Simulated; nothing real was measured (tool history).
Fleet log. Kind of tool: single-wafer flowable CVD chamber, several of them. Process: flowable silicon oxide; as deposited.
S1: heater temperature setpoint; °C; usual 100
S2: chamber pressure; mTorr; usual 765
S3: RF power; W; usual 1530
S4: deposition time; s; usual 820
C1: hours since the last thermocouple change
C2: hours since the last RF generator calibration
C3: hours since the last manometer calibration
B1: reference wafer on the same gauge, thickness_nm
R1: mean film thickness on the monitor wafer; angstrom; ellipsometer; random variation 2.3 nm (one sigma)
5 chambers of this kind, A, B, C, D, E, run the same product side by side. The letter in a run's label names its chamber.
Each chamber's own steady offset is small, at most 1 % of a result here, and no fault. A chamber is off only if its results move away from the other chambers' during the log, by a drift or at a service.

run 1A hour=6.7 | S1=100 S2=765 S3=1530 S4=820 | C1=1268 C2=646.3 C3=1998.5 | B1=372.64 | R1=4355.7
run 2C hour=18.2 | S1=100 S2=765 S3=1530 S4=820 | C1=661.9 C2=479.7 C3=2382.9 | B1=372.95 | R1=4358.5
run 3D hour=30.2 | S1=100 S2=765 S3=1530 S4=820 | C1=1018.1 C2=191.9 C3=1005.2 | B1=372.87 | R1=4370.2
run 4B hour=38.8 | S1=100 S2=765 S3=1530 S4=820 | C1=264.5 C2=377.7 C3=2278.2 | B1=373.36 | R1=4399.6
run 5E hour=51.2 | S1=113 S2=765 S3=1530 S4=820 | C1=1561 C2=791.8 C3=737.1 | B1=373.27 | R1=2842.1
-- hour=54.3 chamber D: thermocouple changed; heater temperature recalibrated
run 6C hour=58.9 | S1=113 S2=765 S3=1530 S4=820 | C1=702.6 C2=520.4 C3=2423.6 | B1=373 | R1=2869.7
run 7B hour=72.9 | S1=113 S2=765 S3=1530 S4=820 | C1=298.6 C2=411.8 C3=2312.3 | B1=373.11 | R1=2855.2
-- hour=80.8 chamber B: capacitance manometer re-zeroed and calibrated
run 8E hour=88.2 | S1=113 S2=765 S3=1530 S4=820 | C1=1598 C2=828.8 C3=774.1 | B1=373.02 | R1=2861.9
run 9D hour=100.9 | S1=113 S2=765 S3=1530 S4=820 | C1=46.6 C2=262.6 C3=1075.9 | B1=373.25 | R1=2860.7
run 10A hour=114.7 | S1=100 S2=765 S3=1530 S4=820 | C1=1376 C2=754.3 C3=2106.5 | B1=373.04 | R1=4363.8
run 11C hour=128.2 | S1=100 S2=765 S3=1530 S4=820 | C1=771.9 C2=589.7 C3=2492.9 | B1=373.02 | R1=4353.8
run 12A hour=137.8 | S1=100 S2=765 S3=1530 S4=820 | C1=1399.1 C2=777.4 C3=2129.6 | B1=373.29 | R1=4410.5
run 13B hour=147 | S1=100 S2=765 S3=1530 S4=820 | C1=372.7 C2=485.9 C3=66.2 | B1=373.65 | R1=4374
run 14E hour=155.6 | S1=100 S2=765 S3=1530 S4=820 | C1=1665.4 C2=896.2 C3=841.5 | B1=373.29 | R1=4365.1
run 15D hour=166.6 | S1=100 S2=765 S3=1530 S4=820 | C1=112.3 C2=328.3 C3=1141.6 | B1=372.85 | R1=4398.7
-- hour=178.3 chamber C: capacitance manometer re-zeroed and calibrated
run 16B hour=181.2 | S1=100 S2=765 S3=1285 S4=820 | C1=406.9 C2=520.1 C3=100.4 | B1=373.11 | R1=4106.6
run 17C hour=193.2 | S1=100 S2=765 S3=1285 S4=820 | C1=836.9 C2=654.7 C3=14.9 | B1=372.49 | R1=4150.1
run 18D hour=206.5 | S1=100 S2=765 S3=1285 S4=820 | C1=152.2 C2=368.2 C3=1181.5 | B1=373.48 | R1=4101
run 19E hour=217.9 | S1=100 S2=765 S3=1285 S4=820 | C1=1727.7 C2=958.5 C3=903.8 | B1=372.62 | R1=4098.8
run 20A hour=228.2 | S1=100 S2=765 S3=1285 S4=820 | C1=1489.5 C2=867.8 C3=2220 | B1=372.7 | R1=4110.9
run 21E hour=241.8 | S1=100 S2=765 S3=1530 S4=820 | C1=1751.6 C2=982.4 C3=927.7 | B1=372.86 | R1=4376
run 22C hour=254.4 | S1=100 S2=765 S3=1530 S4=820 | C1=898.1 C2=715.9 C3=76.1 | B1=372.37 | R1=4369.7
-- hour=259.5 chamber A: thermocouple changed; heater temperature recalibrated
run 23A hour=264.3 | S1=100 S2=765 S3=1760 S4=820 | C1=4.9 C2=903.9 C3=2256.1 | B1=373.43 | R1=4560.6
run 24B hour=273.6 | S1=100 S2=765 S3=1760 S4=820 | C1=499.3 C2=612.5 C3=192.8 | B1=373.06 | R1=4539.4
-- hour=277 chamber D: capacitance manometer re-zeroed and calibrated
run 25D hour=288.7 | S1=100 S2=765 S3=1760 S4=820 | C1=234.4 C2=450.4 C3=11.7 | B1=372.99 | R1=4545.2
run 26C hour=296.4 | S1=100 S2=765 S3=1760 S4=820 | C1=940.1 C2=757.9 C3=118.1 | B1=372.78 | R1=4565
run 27A hour=309.7 | S1=100 S2=765 S3=1760 S4=820 | C1=50.3 C2=949.3 C3=2301.5 | B1=372.86 | R1=4571.3
run 28D hour=322 | S1=100 S2=765 S3=1530 S4=820 | C1=267.7 C2=483.7 C3=45 | B1=373.13 | R1=4337.8
run 29E hour=337 | S1=100 S2=765 S3=1530 S4=820 | C1=1846.8 C2=1077.6 C3=1022.9 | B1=373.22 | R1=4361
run 30B hour=345.8 | S1=100 S2=765 S3=1530 S4=820 | C1=571.5 C2=684.7 C3=265 | B1=372.97 | R1=4376.5
-- hour=357.9 chamber C: RF generator calibrated
run 31B hour=360.4 | S1=100 S2=765 S3=1530 S4=820 | C1=586.1 C2=699.3 C3=279.6 | B1=372.48 | R1=4356.8
run 32C hour=371.2 | S1=100 S2=765 S3=1530 S4=820 | C1=1014.9 C2=13.3 C3=192.9 | B1=373.33 | R1=4383.1
run 33E hour=379.2 | S1=100 S2=765 S3=1530 S4=820 | C1=1889 C2=1119.8 C3=1065.1 | B1=373.81 | R1=4332.3
run 34D hour=386.8 | S1=100 S2=765 S3=1530 S4=820 | C1=332.5 C2=548.5 C3=109.8 | B1=373.1 | R1=4352.7
run 35A hour=396.3 | S1=100 S2=765 S3=1530 S4=820 | C1=136.9 C2=1035.9 C3=2388.1 | B1=373.4 | R1=4384.1
run 36B hour=410.1 | S1=100 S2=765 S3=1530 S4=820 | C1=635.8 C2=749 C3=329.3 | B1=372.81 | R1=4404.2

All chambers now run identical settings, listed one chamber a line with results as question marks. What results will each chamber show?
run 37A hour=421 | S1=100 S2=765 S3=1530 S4=820 | R1=?
run 37B hour=421 | S1=100 S2=765 S3=1530 S4=820 | R1=?
run 37C hour=421 | S1=100 S2=765 S3=1530 S4=820 | R1=?
run 37D hour=421 | S1=100 S2=765 S3=1530 S4=820 | R1=?
run 37E hour=421 | S1=100 S2=765 S3=1530 S4=820 | R1=?

run=37A R1=4414.6
run=37B R1=4350.9
run=37C R1=4354.3
run=37D R1=4390.1
run=37E R1=4373.4
